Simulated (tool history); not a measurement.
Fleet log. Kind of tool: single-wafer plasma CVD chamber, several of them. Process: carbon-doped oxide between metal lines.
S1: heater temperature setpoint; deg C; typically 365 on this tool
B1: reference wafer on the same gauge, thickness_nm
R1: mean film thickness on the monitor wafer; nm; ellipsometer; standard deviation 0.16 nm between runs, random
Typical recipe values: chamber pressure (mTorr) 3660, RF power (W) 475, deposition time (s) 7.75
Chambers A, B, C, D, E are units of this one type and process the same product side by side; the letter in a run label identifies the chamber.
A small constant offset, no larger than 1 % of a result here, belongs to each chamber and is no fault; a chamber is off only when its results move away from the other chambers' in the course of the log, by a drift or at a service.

run 1D hour=4 | S1=365 chamber_pressure_(mTorr)=3660 RF_power_(W)=475 deposition_time_(s)=7.75 | B1=39.56 | R1=36.355
run 2A hour=6.1 | S1=365 chamber_pressure_(mTorr)=3660 RF_power_(W)=475 deposition_time_(s)=7.75 | B1=39.612 | R1=36.004
run 3C hour=8.6 | S1=365 chamber_pressure_(mTorr)=3660 RF_power_(W)=475 deposition_time_(s)=7.75 | B1=39.598 | R1=36.299
run 4B hour=13 | S1=365 chamber_pressure_(mTorr)=3660 RF_power_(W)=475 deposition_time_(s)=7.75 | B1=39.593 | R1=36.332
run 5E hour=15 | S1=365 chamber_pressure_(mTorr)=3660 RF_power_(W)=475 deposition_time_(s)=7.75 | B1=39.609 | R1=35.892
run 6A hour=18.8 | S1=365 chamber_pressure_(mTorr)=3660 RF_power_(W)=475 deposition_time_(s)=7.75 | B1=39.596 | R1=35.981
run 7E hour=21.2 | S1=365 chamber_pressure_(mTorr)=3660 RF_power_(W)=475 deposition_time_(s)=7.75 | B1=39.645 | R1=35.809
run 8B hour=24.9 | S1=365 chamber_pressure_(mTorr)=4010 RF_power_(W)=475 deposition_time_(s)=7.75 | B1=39.616 | R1=36.527
run 9D hour=27.2 | S1=365 chamber_pressure_(mTorr)=4010 RF_power_(W)=475 deposition_time_(s)=7.75 | B1=39.566 | R1=36.616
run 10C hour=30.1 | S1=365 chamber_pressure_(mTorr)=4010 RF_power_(W)=475 deposition_time_(s)=7.75 | B1=39.659 | R1=36.682
run 11E hour=34 | S1=365 chamber_pressure_(mTorr)=4010 RF_power_(W)=475 deposition_time_(s)=7.75 | B1=39.615 | R1=36.089
run 12C hour=37 | S1=365 chamber_pressure_(mTorr)=4010 RF_power_(W)=475 deposition_time_(s)=7.75 | B1=39.592 | R1=36.67
run 13B hour=41.1 | S1=365 chamber_pressure_(mTorr)=3660 RF_power_(W)=475 deposition_time_(s)=7.75 | B1=39.576 | R1=36.133
run 14D hour=44.2 | S1=365 chamber_pressure_(mTorr)=3660 RF_power_(W)=475 deposition_time_(s)=7.75 | B1=39.608 | R1=36.133
run 15A hour=47.3 | S1=365 chamber_pressure_(mTorr)=3660 RF_power_(W)=475 deposition_time_(s)=7.75 | B1=39.575 | R1=35.847
run 16A hour=51.1 | S1=365 chamber_pressure_(mTorr)=3660 RF_power_(W)=475 deposition_time_(s)=7.75 | B1=39.626 | R1=36.056
run 17B hour=55.1 | S1=365 chamber_pressure_(mTorr)=3660 RF_power_(W)=475 deposition_time_(s)=7.75 | B1=39.572 | R1=36.116
run 18D hour=59.3 | S1=365 chamber_pressure_(mTorr)=3660 RF_power_(W)=475 deposition_time_(s)=7.75 | B1=39.648 | R1=35.963
run 19C hour=62 | S1=365 chamber_pressure_(mTorr)=3660 RF_power_(W)=475 deposition_time_(s)=7.75 | B1=39.6 | R1=36.182
run 20E hour=66.4 | S1=365 chamber_pressure_(mTorr)=3660 RF_power_(W)=475 deposition_time_(s)=7.75 | B1=39.586 | R1=35.788
run 21C hour=68.7 | S1=365 chamber_pressure_(mTorr)=3660 RF_power_(W)=475 deposition_time_(s)=7.75 | B1=39.625 | R1=35.925
run 22A hour=72.1 | S1=365 chamber_pressure_(mTorr)=3660 RF_power_(W)=475 deposition_time_(s)=7.75 | B1=39.607 | R1=35.871
run 23D hour=75.6 | S1=365 chamber_pressure_(mTorr)=3660 RF_power_(W)=475 deposition_time_(s)=7.75 | B1=39.569 | R1=36.462
run 24B hour=79.9 | S1=376 chamber_pressure_(mTorr)=2980 RF_power_(W)=475 deposition_time_(s)=7.75 | B1=39.647 | R1=34.534
run 25E hour=84.5 | S1=376 chamber_pressure_(mTorr)=2980 RF_power_(W)=475 deposition_time_(s)=7.75 | B1=39.582 | R1=33.845
run 26A hour=88.2 | S1=376 chamber_pressure_(mTorr)=2980 RF_power_(W)=475 deposition_time_(s)=7.75 | B1=39.582 | R1=34.415
run 27C hour=90.7 | S1=376 chamber_pressure_(mTorr)=2980 RF_power_(W)=475 deposition_time_(s)=7.75 | B1=39.571 | R1=34.532
run 28E hour=92.9 | S1=376 chamber_pressure_(mTorr)=2980 RF_power_(W)=475 deposition_time_(s)=7.75 | B1=39.557 | R1=33.648
run 29B hour=95.1 | S1=365 chamber_pressure_(mTorr)=3660 RF_power_(W)=475 deposition_time_(s)=7.75 | B1=39.603 | R1=36.077
run 30D hour=98.6 | S1=365 chamber_pressure_(mTorr)=3660 RF_power_(W)=475 deposition_time_(s)=7.75 | B1=39.598 | R1=36.279
run 31E hour=101.6 | S1=365 chamber_pressure_(mTorr)=3660 RF_power_(W)=475 deposition_time_(s)=7.75 | B1=39.593 | R1=35.314
run 32C hour=104.3 | S1=365 chamber_pressure_(mTorr)=3660 RF_power_(W)=475 deposition_time_(s)=7.75 | B1=39.615 | R1=36.244
run 33D hour=108.5 | S1=365 chamber_pressure_(mTorr)=3660 RF_power_(W)=475 deposition_time_(s)=7.75 | B1=39.556 | R1=36.173
run 34B hour=111.9 | S1=365 chamber_pressure_(mTorr)=3660 RF_power_(W)=475 deposition_time_(s)=7.75 | B1=39.638 | R1=36.061
run 35A hour=113.9 | S1=365 chamber_pressure_(mTorr)=3660 RF_power_(W)=475 deposition_time_(s)=7.75 | B1=39.568 | R1=36.172
run 36A hour=116.9 | S1=365 chamber_pressure_(mTorr)=3660 RF_power_(W)=475 deposition_time_(s)=7.75 | B1=39.579 | R1=35.878
run 37B hour=121.3 | S1=365 chamber_pressure_(mTorr)=3660 RF_power_(W)=475 deposition_time_(s)=7.75 | B1=39.587 | R1=35.84

For the next run the whole fleet of 5 chambers uses the same settings. Give each chamber's results:
run 38A hour=124.6 | S1=365 chamber_pressure_(mTorr)=3660 RF_power_(W)=475 deposition_time_(s)=7.75 | R1=?
run 38B hour=124.6 | S1=365 chamber_pressure_(mTorr)=3660 RF_power_(W)=475 deposition_time_(s)=7.75 | R1=?
run 38C hour=124.6 | S1=365 chamber_pressure_(mTorr)=3660 RF_power_(W)=475 deposition_time_(s)=7.75 | R1=?
run 38D hour=124.6 | S1=365 chamber_pressure_(mTorr)=3660 RF_power_(W)=475 deposition_time_(s)=7.75 | R1=?
run 38E hour=124.6 | S1=365 chamber_pressure_(mTorr)=3660 RF_power_(W)=475 deposition_time_(s)=7.75 | R1=?

run=38A R1=35.742
run=38B R1=36.113
run=38C R1=36.13
run=38D R1=36.264
run=38E R1=34.682
